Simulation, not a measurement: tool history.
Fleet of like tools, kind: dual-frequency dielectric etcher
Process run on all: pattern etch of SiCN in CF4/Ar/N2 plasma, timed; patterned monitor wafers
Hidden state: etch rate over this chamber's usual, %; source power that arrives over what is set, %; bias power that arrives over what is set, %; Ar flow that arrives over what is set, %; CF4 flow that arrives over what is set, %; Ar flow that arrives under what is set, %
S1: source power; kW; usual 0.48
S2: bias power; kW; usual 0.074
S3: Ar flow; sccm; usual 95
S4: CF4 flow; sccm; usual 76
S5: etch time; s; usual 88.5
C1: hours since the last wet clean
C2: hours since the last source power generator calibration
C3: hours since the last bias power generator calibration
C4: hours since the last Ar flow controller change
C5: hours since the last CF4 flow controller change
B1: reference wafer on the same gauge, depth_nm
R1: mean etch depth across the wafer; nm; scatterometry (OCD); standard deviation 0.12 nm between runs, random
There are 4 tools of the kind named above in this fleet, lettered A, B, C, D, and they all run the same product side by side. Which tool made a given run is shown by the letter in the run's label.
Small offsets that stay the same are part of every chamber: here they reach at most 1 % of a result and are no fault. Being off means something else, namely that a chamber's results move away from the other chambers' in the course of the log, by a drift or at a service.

Run 1A, hour 7: usual settings; C1 72.8; C2 1328.4; C3 2041.4; C4 168.4; C5 4528; B1 72.497. Result: R1 83.763 nm.
Run 2B, hour 21.4: usual settings; C1 407.1; C2 3077.9; C3 1677.4; C4 1007; C5 3476; B1 72.469. Result: R1 83.467 nm.
Run 3D, hour 35: usual settings; C1 56.7; C2 1803.4; C3 2829.5; C4 1133.4; C5 352.7; B1 72.456. Result: R1 82.399 nm.
At hour 42.4: chamber C: CF4 flow controller replaced.
Run 4C, hour 44.7: usual settings; C1 231.8; C2 1320.3; C3 2187.7; C4 112.9; C5 2.3; B1 72.453. Result: R1 83.052 nm.
Run 5A, hour 59: usual settings but S5 67 s; C1 124.8; C2 1380.4; C3 2093.4; C4 220.4; C5 4580; B1 72.435. Result: R1 63.519 nm.
At hour 62.9: chamber B: source power generator calibrated.
At hour 64: chamber B: wet clean of the chamber.
Run 6B, hour 65.9: usual settings but S5 67 s; C1 2; C2 3.1; C3 1721.9; C4 1051.5; C5 3520.5; B1 72.39. Result: R1 63.288 nm.
Run 7D, hour 77.3: usual settings but S5 67 s; C1 99; C2 1845.7; C3 2871.8; C4 1175.7; C5 395; B1 72.386. Result: R1 62.224 nm.
Run 8C, hour 89.5: usual settings but S5 67 s; C1 276.6; C2 1365.1; C3 2232.5; C4 157.7; C5 47.1; B1 72.41. Result: R1 62.798 nm.
Run 9C, hour 101.2: usual settings; C1 288.3; C2 1376.8; C3 2244.2; C4 169.4; C5 58.8; B1 72.41. Result: R1 83.092 nm.
Run 10B, hour 109: usual settings; C1 45.1; C2 46.2; C3 1765; C4 1094.6; C5 3563.6; B1 72.365. Result: R1 83.698 nm.
Run 11A, hour 118.6: usual settings; C1 184.4; C2 1440; C3 2153; C4 280; C5 4639.6; B1 72.348. Result: R1 83.515 nm.
Run 12D, hour 126.7: usual settings; C1 148.4; C2 1895.1; C3 2921.2; C4 1225.1; C5 444.4; B1 72.363. Result: R1 82.105 nm.
Run 13D, hour 137: usual settings; C1 158.7; C2 1905.4; C3 2931.5; C4 1235.4; C5 454.7; B1 72.316. Result: R1 82.129 nm.
Run 14C, hour 143.8: usual settings; C1 330.9; C2 1419.4; C3 2286.8; C4 212; C5 101.4; B1 72.301. Result: R1 83.181 nm.
At hour 146.5: chamber B: CF4 flow controller replaced.
Run 15A, hour 152.5: usual settings; C1 218.3; C2 1473.9; C3 2186.9; C4 313.9; C5 4673.5; B1 72.304. Result: R1 83.759 nm.
Run 16B, hour 162.3: usual settings; C1 98.4; C2 99.5; C3 1818.3; C4 1147.9; C5 15.9; B1 72.283. Result: R1 83.417 nm.
Run 17B, hour 172.1: usual settings; C1 108.2; C2 109.3; C3 1828.1; C4 1157.7; C5 25.7; B1 72.254. Result: R1 83.374 nm.
Run 18A, hour 180.1: usual settings; C1 245.9; C2 1501.5; C3 2214.5; C4 341.5; C5 4701.1; B1 72.258. Result: R1 83.421 nm.
Run 19C, hour 189: usual settings; C1 376.1; C2 1464.6; C3 2332; C4 257.2; C5 146.6; B1 72.271. Result: R1 83.089 nm.
Run 20D, hour 197.3: usual settings; C1 219; C2 1965.7; C3 2991.8; C4 1295.7; C5 515; B1 72.242. Result: R1 82.088 nm.
Run 21B, hour 204.5: usual settings; C1 140.6; C2 141.7; C3 1860.5; C4 1190.1; C5 58.1; B1 72.239. Result: R1 83.453 nm.
Run 22D, hour 212.8: usual settings; C1 234.5; C2 1981.2; C3 3007.3; C4 1311.2; C5 530.5; B1 72.205. Result: R1 81.815 nm.
Run 23A, hour 226.5: usual settings; C1 292.3; C2 1547.9; C3 2260.9; C4 387.9; C5 4747.5; B1 72.179. Result: R1 83.422 nm.
Run 24C, hour 238.7: usual settings; C1 425.8; C2 1514.3; C3 2381.7; C4 306.9; C5 196.3; B1 72.178. Result: R1 82.758 nm.
Run 25C, hour 245.7: usual settings; C1 432.8; C2 1521.3; C3 2388.7; C4 313.9; C5 203.3; B1 72.165. Result: R1 82.656 nm.
Run 26D, hour 259.7: usual settings but S2 0.06 kW, S3 117 sccm; C1 281.4; C2 2028.1; C3 3054.2; C4 1358.1; C5 577.4; B1 72.152. Result: R1 74.117 nm.
Run 27A, hour 266.4: usual settings but S2 0.06 kW, S3 117 sccm; C1 332.2; C2 1587.8; C3 2300.8; C4 427.8; C5 4787.4; B1 72.147. Result: R1 75.636 nm.
Run 28B, hour 279.3: usual settings but S2 0.06 kW, S3 117 sccm; C1 215.4; C2 216.5; C3 1935.3; C4 1264.9; C5 132.9; B1 72.151. Result: R1 75.058 nm.
Run 29A, hour 290.3: usual settings but S2 0.06 kW, S3 117 sccm; C1 356.1; C2 1611.7; C3 2324.7; C4 451.7; C5 4811.3; B1 72.123. Result: R1 74.966 nm.
Run 30B, hour 297.3: usual settings; C1 233.4; C2 234.5; C3 1953.3; C4 1282.9; C5 150.9; B1 72.133. Result: R1 83.095 nm.
Run 31D, hour 309.4: usual settings; C1 331.1; C2 2077.8; C3 3103.9; C4 1407.8; C5 627.1; B1 72.084. Result: R1 82.028 nm.
At hour 313.5: chamber C: wet clean of the chamber.
Run 32C, hour 319.5: usual settings; C1 6; C2 1595.1; C3 2462.5; C4 387.7; C5 277.1; B1 72.056. Result: R1 82.339 nm.
Run 33B, hour 332.3: usual settings; C1 268.4; C2 269.5; C3 1988.3; C4 1317.9; C5 185.9; B1 72.059. Result: R1 83.282 nm.

Each of the 4 chambers runs these same settings next. Fill in every chamber's results:
Run 34A, hour 342.6: usual settings but S5 111.5 s. Result: R1 ?.
Run 34B, hour 342.6: usual settings but S5 111.5 s. Result: R1 ?.
Run 34C, hour 342.6: usual settings but S5 111.5 s. Result: R1 ?.
Run 34D, hour 342.6: usual settings but S5 111.5 s. Result: R1 ?.

run      R1
34A  104.89
34B   104.8
34C  104.35
34D  103.12
